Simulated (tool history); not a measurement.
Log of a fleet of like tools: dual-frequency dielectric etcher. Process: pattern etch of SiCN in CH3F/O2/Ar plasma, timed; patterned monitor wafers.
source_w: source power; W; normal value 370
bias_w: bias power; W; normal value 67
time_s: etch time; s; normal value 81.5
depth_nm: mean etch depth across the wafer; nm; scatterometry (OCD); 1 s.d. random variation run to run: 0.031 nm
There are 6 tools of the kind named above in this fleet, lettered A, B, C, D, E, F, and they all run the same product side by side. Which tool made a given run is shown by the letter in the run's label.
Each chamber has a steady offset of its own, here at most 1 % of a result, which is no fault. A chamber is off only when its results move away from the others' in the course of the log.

run,hour,source_w,bias_w,time_s,"read-back reference wafer on the same gauge, depth_nm",depth_nm
# hour 2.4: chamber D: wet clean of the chamber
1F,12.3,370,67,81.5,33.993,28.683
2D,18.5,370,67,81.5,34.007,28.865
3A,28.6,370,67,81.5,33.979,28.916
4B,36.4,370,67,81.5,33.989,28.737
5E,47,370,67,81.5,33.971,29.135
6C,53.9,370,67,81.5,33.974,28.966
7F,64.6,370,67,81.5,33.972,28.739
8C,76.6,370,67,81.5,33.978,28.981
9D,86.4,370,67,81.5,33.968,28.793
10A,97,370,67,103.5,33.966,36.662
11E,108.9,370,67,103.5,33.961,36.951
# hour 110.4: chamber C: wet clean of the chamber
12B,118.6,370,67,103.5,33.94,36.34
13C,128.6,370,67,103.5,33.941,36.746
14A,139.3,370,67,103.5,33.943,36.742
# hour 151.3: chamber E: wet clean of the chamber
15B,152,370,67,103.5,33.935,36.492
16D,163.8,370,67,81.5,33.934,28.787
17E,170.7,370,67,81.5,33.922,29.001
# hour 171: chamber B: wet clean of the chamber
18F,181.6,340,67,90.5,33.927,30.835
19A,190.7,340,67,90.5,33.918,31.083
20B,196.8,340,67,90.5,33.916,30.749
21D,208.1,340,67,90.5,33.92,30.987
22E,215.1,340,67,90.5,33.912,31.21
23C,224.2,340,67,90.5,33.9,31.087
24F,230.1,370,67,81.5,33.909,28.684
25B,237.1,370,67,81.5,33.902,28.694
26D,242.8,370,67,81.5,33.899,28.769
27E,251.8,370,67,81.5,33.894,29.026
28C,260.1,370,67,81.5,33.902,28.877
29F,270.6,370,67,81.5,33.891,28.592
30A,279.9,370,67,81.5,33.876,28.786
31E,291.2,320,67,103,33.881,34.698
32D,299.6,320,67,103,33.869,34.353
33F,311.8,320,67,103,33.871,34.229
34A,318.4,320,67,103,33.863,34.49
35C,327.6,320,67,103,33.866,34.607
36B,338.8,320,67,103,33.857,34.176
37E,349.3,290,61,81.5,33.858,25.585

All 6 chambers run these settings next. Forecast each chamber's results:
38A,358.4,370,67,81.5,,?
38B,358.4,370,67,81.5,,?
38C,358.4,370,67,81.5,,?
38D,358.4,370,67,81.5,,?
38E,358.4,370,67,81.5,,?
38F,358.4,370,67,81.5,,?

run,depth_nm
38A,28.85
38B,28.606
38C,28.844
38D,28.655
38E,28.938
38F,28.624

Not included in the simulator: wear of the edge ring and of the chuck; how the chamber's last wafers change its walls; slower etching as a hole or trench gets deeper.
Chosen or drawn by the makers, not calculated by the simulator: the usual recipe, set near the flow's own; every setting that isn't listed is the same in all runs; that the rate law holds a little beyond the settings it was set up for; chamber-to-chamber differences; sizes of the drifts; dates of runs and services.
